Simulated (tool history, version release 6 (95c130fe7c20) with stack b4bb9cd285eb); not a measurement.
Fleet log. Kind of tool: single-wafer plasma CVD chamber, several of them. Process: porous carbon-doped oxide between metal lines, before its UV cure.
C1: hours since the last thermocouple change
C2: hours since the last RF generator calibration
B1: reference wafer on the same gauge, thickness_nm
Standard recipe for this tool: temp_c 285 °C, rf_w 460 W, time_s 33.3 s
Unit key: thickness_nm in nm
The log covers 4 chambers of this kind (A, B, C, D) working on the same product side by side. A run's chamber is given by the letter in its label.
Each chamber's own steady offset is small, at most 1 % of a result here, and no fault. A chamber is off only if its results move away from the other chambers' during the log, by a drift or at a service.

{"run": "1B", "hour": 10.1, "temp_c": 285, "rf_w": 460, "time_s": 33.3, "C1": 692.4, "C2": 1269.3, "B1": 198.97, "thickness_nm": 185.11}
{"run": "2C", "hour": 16.3, "temp_c": 285, "rf_w": 460, "time_s": 33.3, "C1": 394.6, "C2": 943.2, "B1": 198.94, "thickness_nm": 186.81}
{"run": "3D", "hour": 25.1, "temp_c": 285, "rf_w": 460, "time_s": 33.3, "C1": 1156.1, "C2": 347.9, "B1": 198.89, "thickness_nm": 185.83}
{"run": "4A", "hour": 31.4, "temp_c": 285, "rf_w": 460, "time_s": 33.3, "C1": 256, "C2": 242.5, "B1": 198.85, "thickness_nm": 186.68}
{"run": "5B", "hour": 38.3, "temp_c": 285, "rf_w": 460, "time_s": 33.3, "C1": 720.6, "C2": 1297.5, "B1": 198.85, "thickness_nm": 184.79}
{"run": "6C", "hour": 46.4, "temp_c": 285, "rf_w": 405, "time_s": 30.5, "C1": 424.7, "C2": 973.3, "B1": 198.81, "thickness_nm": 155.7}
{"run": "7A", "hour": 52.5, "temp_c": 285, "rf_w": 405, "time_s": 30.5, "C1": 277.1, "C2": 263.6, "B1": 198.77, "thickness_nm": 155.34}
{"run": "8D", "hour": 63.2, "temp_c": 285, "rf_w": 405, "time_s": 30.5, "C1": 1194.2, "C2": 386, "B1": 198.75, "thickness_nm": 154.88}
{"run": "9A", "hour": 74.7, "temp_c": 285, "rf_w": 405, "time_s": 30.5, "C1": 299.3, "C2": 285.8, "B1": 198.67, "thickness_nm": 155.37}
{"run": "10B", "hour": 80.9, "temp_c": 276, "rf_w": 460, "time_s": 33.3, "C1": 763.2, "C2": 1340.1, "B1": 198.67, "thickness_nm": 195.89}
{"run": "11C", "hour": 87.3, "temp_c": 276, "rf_w": 460, "time_s": 33.3, "C1": 465.6, "C2": 1014.2, "B1": 198.59, "thickness_nm": 197.62}
{"run": "12D", "hour": 93.4, "temp_c": 276, "rf_w": 460, "time_s": 33.3, "C1": 1224.4, "C2": 416.2, "B1": 198.61, "thickness_nm": 196.46}
{"run": "13C", "hour": 101.3, "temp_c": 276, "rf_w": 460, "time_s": 33.3, "C1": 479.6, "C2": 1028.2, "B1": 198.61, "thickness_nm": 196.99}
{"run": "14B", "hour": 109.0, "temp_c": 285, "rf_w": 460, "time_s": 33.3, "C1": 791.3, "C2": 1368.2, "B1": 198.57, "thickness_nm": 184.64}
{"run": "15A", "hour": 119.2, "temp_c": 285, "rf_w": 430, "time_s": 39.2, "C1": 343.8, "C2": 330.3, "B1": 198.51, "thickness_nm": 207.08}
{"run": "16D", "hour": 127.5, "temp_c": 285, "rf_w": 430, "time_s": 39.2, "C1": 1258.5, "C2": 450.3, "B1": 198.51, "thickness_nm": 206.58}
{"run": "17A", "hour": 139.9, "temp_c": 285, "rf_w": 430, "time_s": 39.2, "C1": 364.5, "C2": 351, "B1": 198.43, "thickness_nm": 206.82}
{"run": "18B", "hour": 150.9, "temp_c": 285, "rf_w": 430, "time_s": 39.2, "C1": 833.2, "C2": 1410.1, "B1": 198.39, "thickness_nm": 205.23}
{"run": "19D", "hour": 161.8, "temp_c": 285, "rf_w": 460, "time_s": 33.3, "C1": 1292.8, "C2": 484.6, "B1": 198.38, "thickness_nm": 185.05}
{"run": "20C", "hour": 168.3, "temp_c": 285, "rf_w": 395, "time_s": 27.6, "C1": 546.6, "C2": 1095.2, "B1": 198.34, "thickness_nm": 137.78}
{"run": "21B", "hour": 179.7, "temp_c": 285, "rf_w": 395, "time_s": 27.6, "C1": 862, "C2": 1438.9, "B1": 198.33, "thickness_nm": 136.31}
{"run": "22A", "hour": 185.9, "temp_c": 285, "rf_w": 395, "time_s": 27.6, "C1": 410.5, "C2": 397, "B1": 198.26, "thickness_nm": 138.01}
{"run": "23C", "hour": 196.5, "temp_c": 285, "rf_w": 395, "time_s": 27.6, "C1": 574.8, "C2": 1123.4, "B1": 198.27, "thickness_nm": 138.29}
{"run": "24D", "hour": 202.2, "temp_c": 285, "rf_w": 460, "time_s": 33.3, "C1": 1333.2, "C2": 525, "B1": 198.18, "thickness_nm": 185.03}
{"run": "25C", "hour": 215.0, "temp_c": 285, "rf_w": 460, "time_s": 33.3, "C1": 593.3, "C2": 1141.9, "B1": 198.19, "thickness_nm": 185.94}
{"run": "26A", "hour": 223.8, "temp_c": 285, "rf_w": 460, "time_s": 33.3, "C1": 448.4, "C2": 434.9, "B1": 198.15, "thickness_nm": 185.71}
{"run": "27D", "hour": 232.5, "temp_c": 285, "rf_w": 460, "time_s": 33.3, "C1": 1363.5, "C2": 555.3, "B1": 198.08, "thickness_nm": 184.73}
{"run": "28B", "hour": 239.5, "temp_c": 285, "rf_w": 460, "time_s": 33.3, "C1": 921.8, "C2": 1498.7, "B1": 198.06, "thickness_nm": 184.12}
{"run": "29C", "hour": 251.9, "temp_c": 285, "rf_w": 460, "time_s": 33.3, "C1": 630.2, "C2": 1178.8, "B1": 197.94, "thickness_nm": 185.66}
{"run": "30B", "hour": 263.7, "temp_c": 285, "rf_w": 545, "time_s": 29.7, "C1": 946, "C2": 1522.9, "B1": 197.88, "thickness_nm": 184.68}

Has any chamber moved away from the others, gradually or after a service, or does the common gauge drift, or do the chambers differ only by their own small steady offsets? State the chamber and the most likely cause if one applies.

No chamber is off; the gauge reading every chamber's wafers drifts, which makes the whole fleet appear to move together.
Most likely cause: gauge reads low (%) = 0.545.
